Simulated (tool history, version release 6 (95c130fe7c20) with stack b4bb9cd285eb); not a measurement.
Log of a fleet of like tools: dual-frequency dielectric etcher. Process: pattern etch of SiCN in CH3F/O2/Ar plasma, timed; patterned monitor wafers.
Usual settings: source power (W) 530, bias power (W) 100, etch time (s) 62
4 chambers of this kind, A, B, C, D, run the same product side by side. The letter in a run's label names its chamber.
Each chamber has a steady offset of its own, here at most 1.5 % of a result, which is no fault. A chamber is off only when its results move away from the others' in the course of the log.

run,hour,source power (W),bias power (W),etch time (s),"read-back reference wafer on the same gauge, depth_nm",mean etch depth across the wafer (nm)
1A,4.3,530,100,62,30.598,29.489
2C,8.6,530,100,62,30.599,29.102
3D,11.5,530,100,62,30.583,28.953
4B,16.9,530,100,62,30.581,29.196
5C,21.5,530,100,62,30.571,29.111
6A,25.1,530,100,62,30.573,29.456
7B,28.6,530,100,62,30.571,29.111
8D,34.1,530,100,62,30.554,28.915
9A,37.1,530,100,62,30.552,29.422
# hour 39.6: chamber B: bias power generator calibrated
10C,39.9,530,100,62,30.552,29.005
11B,42.6,530,100,62,30.562,29.092
12D,47.5,530,100,62,30.538,28.940
13D,51.5,530,100,62,30.538,28.894
14A,56.8,530,100,62,30.536,29.390
15C,59.7,530,100,62,30.521,29.048
16B,65.3,530,90,44,30.513,19.904
17D,70.1,530,90,44,30.518,19.694
18A,75.0,530,90,44,30.508,20.034
19B,77.5,530,90,44,30.503,19.836
# hour 79.5: chamber C: wet clean of the chamber
20C,80.9,530,100,62,30.506,29.043
21A,86.5,530,100,62,30.496,29.329
22B,90.3,530,100,62,30.495,29.183
23C,93.3,530,100,62,30.482,28.977
24D,97.5,530,100,62,30.484,28.812
25B,103.1,530,100,62,30.467,29.151
26D,107.6,530,100,62,30.463,28.850
27C,112.2,530,100,62,30.466,29.079
28A,116.3,530,100,62,30.445,29.350
29B,119.8,530,100,62,30.455,29.128
30D,123.2,530,100,62,30.447,28.827
31C,125.7,530,100,62,30.442,28.954
32A,130.0,530,100,62,30.436,29.237

Is one chamber off against the others, does the gauge drift, or is nothing wrong? If a chamber is off, say which, and what the likeliest cause is.

The gauge drifts, so all chambers seem to drift together. No chamber is off.
Cause: gauge reads low (%) = 0.54.
